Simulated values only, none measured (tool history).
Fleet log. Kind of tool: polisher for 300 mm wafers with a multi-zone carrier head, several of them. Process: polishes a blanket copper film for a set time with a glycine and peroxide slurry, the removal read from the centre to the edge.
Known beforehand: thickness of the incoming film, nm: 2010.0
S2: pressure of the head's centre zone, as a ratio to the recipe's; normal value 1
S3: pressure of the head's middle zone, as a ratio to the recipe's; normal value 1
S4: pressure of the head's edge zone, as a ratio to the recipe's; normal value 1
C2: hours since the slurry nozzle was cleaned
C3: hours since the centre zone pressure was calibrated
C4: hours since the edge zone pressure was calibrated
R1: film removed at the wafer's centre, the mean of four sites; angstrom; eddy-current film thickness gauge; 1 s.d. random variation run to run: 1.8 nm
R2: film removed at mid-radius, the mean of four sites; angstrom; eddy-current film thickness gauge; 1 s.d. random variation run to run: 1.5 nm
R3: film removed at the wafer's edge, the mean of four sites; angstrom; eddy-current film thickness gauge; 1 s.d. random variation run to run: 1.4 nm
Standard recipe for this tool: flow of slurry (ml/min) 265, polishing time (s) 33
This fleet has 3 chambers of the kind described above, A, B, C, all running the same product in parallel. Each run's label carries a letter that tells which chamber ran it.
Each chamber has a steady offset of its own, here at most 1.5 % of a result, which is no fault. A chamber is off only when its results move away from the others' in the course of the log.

-- day=0.158 chamber B: worn pad replaced by a new one
run 1A day=0.275 | flow_of_slurry_(ml/min)=265 S2=1 S3=1 S4=1 polishing_time_(s)=33 | wafers_polished_on_this_pad=263 C2=70.5 C3=1032.2 C4=460.3 | R1=1174.7 R2=1200.2 R3=1197.9
run 2B day=0.567 | flow_of_slurry_(ml/min)=265 S2=1 S3=1 S4=1 polishing_time_(s)=33 | wafers_polished_on_this_pad=110 C2=496.5 C3=1106.3 C4=187.1 | R1=1185.5 R2=1194.6 R3=1172.4
-- day=0.854 chamber C: worn pad replaced by a new one
run 3C day=0.996 | flow_of_slurry_(ml/min)=265 S2=1 S3=1 S4=1 polishing_time_(s)=33 | wafers_polished_on_this_pad=39 C2=136.5 C3=448.1 C4=433.3 | R1=1193.6 R2=1204.1 R3=1184.9
run 4B day=1.271 | flow_of_slurry_(ml/min)=265 S2=1 S3=1 S4=1 polishing_time_(s)=33 | wafers_polished_on_this_pad=299 C2=513.4 C3=1123.2 C4=204 | R1=1165 R2=1188.4 R3=1162.3
run 5A day=1.592 | flow_of_slurry_(ml/min)=265 S2=1 S3=1 S4=1 polishing_time_(s)=33 | wafers_polished_on_this_pad=617 C2=102.1 C3=1063.8 C4=491.9 | R1=1219.9 R2=1191.4 R3=1189.4
-- day=1.658 chamber B: slurry nozzle cleaned
run 6C day=1.996 | flow_of_slurry_(ml/min)=265 S2=1 S3=1 S4=1 polishing_time_(s)=33 | wafers_polished_on_this_pad=308 C2=160.5 C3=472.1 C4=457.3 | R1=1233 R2=1183.6 R3=1173.3
run 7B day=2.604 | flow_of_slurry_(ml/min)=265 S2=1 S3=1 S4=1 polishing_time_(s)=33 | wafers_polished_on_this_pad=658 C2=22.7 C3=1155.2 C4=236 | R1=1185.9 R2=1167.6 R3=1172.3
run 8C day=3.158 | flow_of_slurry_(ml/min)=265 S2=1 S3=1 S4=1 polishing_time_(s)=33 | wafers_polished_on_this_pad=621 C2=188.4 C3=500 C4=485.2 | R1=1162.2 R2=1204.6 R3=1207.8
run 9A day=3.725 | flow_of_slurry_(ml/min)=265 S2=1 S3=1 S4=1 polishing_time_(s)=33 | wafers_polished_on_this_pad=1192 C2=153.3 C3=1115 C4=543.1 | R1=1186.7 R2=1166.1 R3=1199.2
-- day=4.062 chamber B: worn pad replaced by a new one
-- day=4.079 chamber C: worn pad replaced by a new one
run 10A day=4.312 | flow_of_slurry_(ml/min)=265 S2=1 S3=1 S4=0.94 polishing_time_(s)=33 | wafers_polished_on_this_pad=1350 C2=167.4 C3=1129.1 C4=557.2 | R1=1185.2 R2=1174 R3=1171.7
-- day=4.654 chamber A: worn pad replaced by a new one
run 11B day=4.796 | flow_of_slurry_(ml/min)=265 S2=1 S3=1 S4=0.94 polishing_time_(s)=33 | wafers_polished_on_this_pad=197 C2=75.3 C3=1207.8 C4=288.6 | R1=1204.6 R2=1169 R3=1139.8
-- day=5.092 chamber A: centre zone pressure recalibrated
run 12C day=5.208 | flow_of_slurry_(ml/min)=265 S2=1 S3=1 S4=0.94 polishing_time_(s)=33 | wafers_polished_on_this_pad=304 C2=237.6 C3=549.2 C4=534.4 | R1=1206.4 R2=1173.1 R3=1156.7
run 13A day=5.562 | flow_of_slurry_(ml/min)=265 S2=1 S3=1 S4=1 polishing_time_(s)=33 | wafers_polished_on_this_pad=245 C2=197.4 C3=11.4 C4=587.2 | R1=1299.3 R2=1182.9 R3=1224.4
-- day=5.654 chamber A: slurry nozzle cleaned
run 14B day=6.054 | flow_of_slurry_(ml/min)=265 S2=1 S3=1 S4=1 polishing_time_(s)=33 | wafers_polished_on_this_pad=536 C2=105.5 C3=1238 C4=318.8 | R1=1182.4 R2=1182.7 R3=1178.9
run 15C day=6.471 | flow_of_slurry_(ml/min)=265 S2=1 S3=1 S4=1 polishing_time_(s)=33 | wafers_polished_on_this_pad=644 C2=267.9 C3=579.5 C4=564.7 | R1=1207.8 R2=1189.6 R3=1188.6
run 16A day=7.029 | flow_of_slurry_(ml/min)=265 S2=1 S3=1 S4=1 polishing_time_(s)=33 | wafers_polished_on_this_pad=640 C2=33 C3=46.6 C4=622.4 | R1=1311.9 R2=1202.8 R3=1183.1
-- day=7.342 chamber B: worn pad replaced by a new one
-- day=7.479 chamber C: worn pad replaced by a new one
run 17B day=7.638 | flow_of_slurry_(ml/min)=265 S2=1 S3=1 S4=1 polishing_time_(s)=33 | wafers_polished_on_this_pad=80 C2=143.5 C3=1276 C4=356.8 | R1=1181.6 R2=1188 R3=1166.9
run 18C day=8.146 | flow_of_slurry_(ml/min)=265 S2=1 S3=1 S4=1 polishing_time_(s)=33 | wafers_polished_on_this_pad=179 C2=308.1 C3=619.7 C4=604.9 | R1=1199.9 R2=1185.7 R3=1203.3
run 19A day=8.575 | flow_of_slurry_(ml/min)=265 S2=1 S3=1 S4=1.09 polishing_time_(s)=33 | wafers_polished_on_this_pad=1056 C2=70.1 C3=83.7 C4=659.5 | R1=1294.5 R2=1193.4 R3=1236.9
-- day=8.875 chamber B: edge zone pressure recalibrated
run 20B day=9.038 | flow_of_slurry_(ml/min)=265 S2=1 S3=1 S4=1.09 polishing_time_(s)=33 | wafers_polished_on_this_pad=457 C2=177.1 C3=1309.6 C4=4 | R1=1192.4 R2=1170.4 R3=1238
run 21C day=9.629 | flow_of_slurry_(ml/min)=265 S2=1 S3=1 S4=1.09 polishing_time_(s)=33 | wafers_polished_on_this_pad=579 C2=343.7 C3=655.3 C4=640.5 | R1=1197.5 R2=1197.8 R3=1255.7
run 22B day=10.171 | flow_of_slurry_(ml/min)=265 S2=1 S3=1 S4=1 polishing_time_(s)=33 | wafers_polished_on_this_pad=762 C2=204.3 C3=1336.8 C4=31.2 | R1=1206 R2=1176.5 R3=1171.8
-- day=10.467 chamber B: worn pad replaced by a new one
run 23C day=10.475 | flow_of_slurry_(ml/min)=265 S2=1 S3=1 S4=1 polishing_time_(s)=33 | wafers_polished_on_this_pad=807 C2=364 C3=675.6 C4=660.8 | R1=1215.3 R2=1206.5 R3=1153.8
-- day=10.658 chamber A: worn pad replaced by a new one
-- day=11 chamber C: worn pad replaced by a new one
-- day=11.025 chamber B: centre zone pressure recalibrated
run 24A day=11.088 | flow_of_slurry_(ml/min)=265 S2=1 S3=1 S4=1 polishing_time_(s)=39 | wafers_polished_on_this_pad=115 C2=130.4 C3=144 C4=719.8 | R1=1535.2 R2=1402.6 R3=1413.7
run 25C day=11.508 | flow_of_slurry_(ml/min)=265 S2=1 S3=1 S4=1 polishing_time_(s)=39 | wafers_polished_on_this_pad=137 C2=388.8 C3=700.4 C4=685.6 | R1=1432.8 R2=1438.3 R3=1394.1
run 26B day=11.85 | flow_of_slurry_(ml/min)=265 S2=1 S3=1 S4=1 polishing_time_(s)=39 | wafers_polished_on_this_pad=372 C2=244.6 C3=19.8 C4=71.5 | R1=1382.1 R2=1410.4 R3=1387.4

What goes on in this fleet: one chamber off, a drifting gauge, or nothing beyond the chambers' own small offsets? Name the chamber and the cause, if any.

Chamber A has stood off from the others ever since a service on it.
Cause: centre zone's pressure above its setpoint, % = 8.34.

Which of the 4 candidates below, each the usual settings with something changed and its results left as question marks, puts chamber A back in line with what the other chambers give on the usual settings?
A result is in line if it is within this distance of the other chambers' mean on the usual settings: R1 62 angstrom; R2 53 angstrom; R3 47 angstrom
run 27A-1 day=12.288 | flow_of_slurry_(ml/min)=270 S2=1.06 S3=0.98 S4=0.98 polishing_time_(s)=34 | R1=? R2=? R3=?
run 27A-2 day=12.288 | flow_of_slurry_(ml/min)=275 S2=1.13 S3=0.96 S4=0.97 polishing_time_(s)=34 | R1=? R2=? R3=?
run 27A-3 day=12.288 | flow_of_slurry_(ml/min)=260 S2=0.94 S3=1.02 S4=1.02 polishing_time_(s)=32 | R1=? R2=? R3=?
run 27A-4 day=12.288 | flow_of_slurry_(ml/min)=255 S2=0.88 S3=1.04 S4=1.03 polishing_time_(s)=32 | R1=? R2=? R3=?

Usual-settings mean across the other chambers: R1 1195.5 angstrom; R2 1187.3 angstrom; R3 1185.1 angstrom
run=27A-1 R1=1429.6 R2=1205.1 R3=1222
run=27A-2 R1=1534.1 R2=1184.3 R3=1217.7
run=27A-3 R1=1176.9 R2=1172.7 R3=1170.3
run=27A-4 R1=1093 R2=1191.7 R3=1174.1
Change 27A-3 lands the chamber within the allowed miss of the other chambers.

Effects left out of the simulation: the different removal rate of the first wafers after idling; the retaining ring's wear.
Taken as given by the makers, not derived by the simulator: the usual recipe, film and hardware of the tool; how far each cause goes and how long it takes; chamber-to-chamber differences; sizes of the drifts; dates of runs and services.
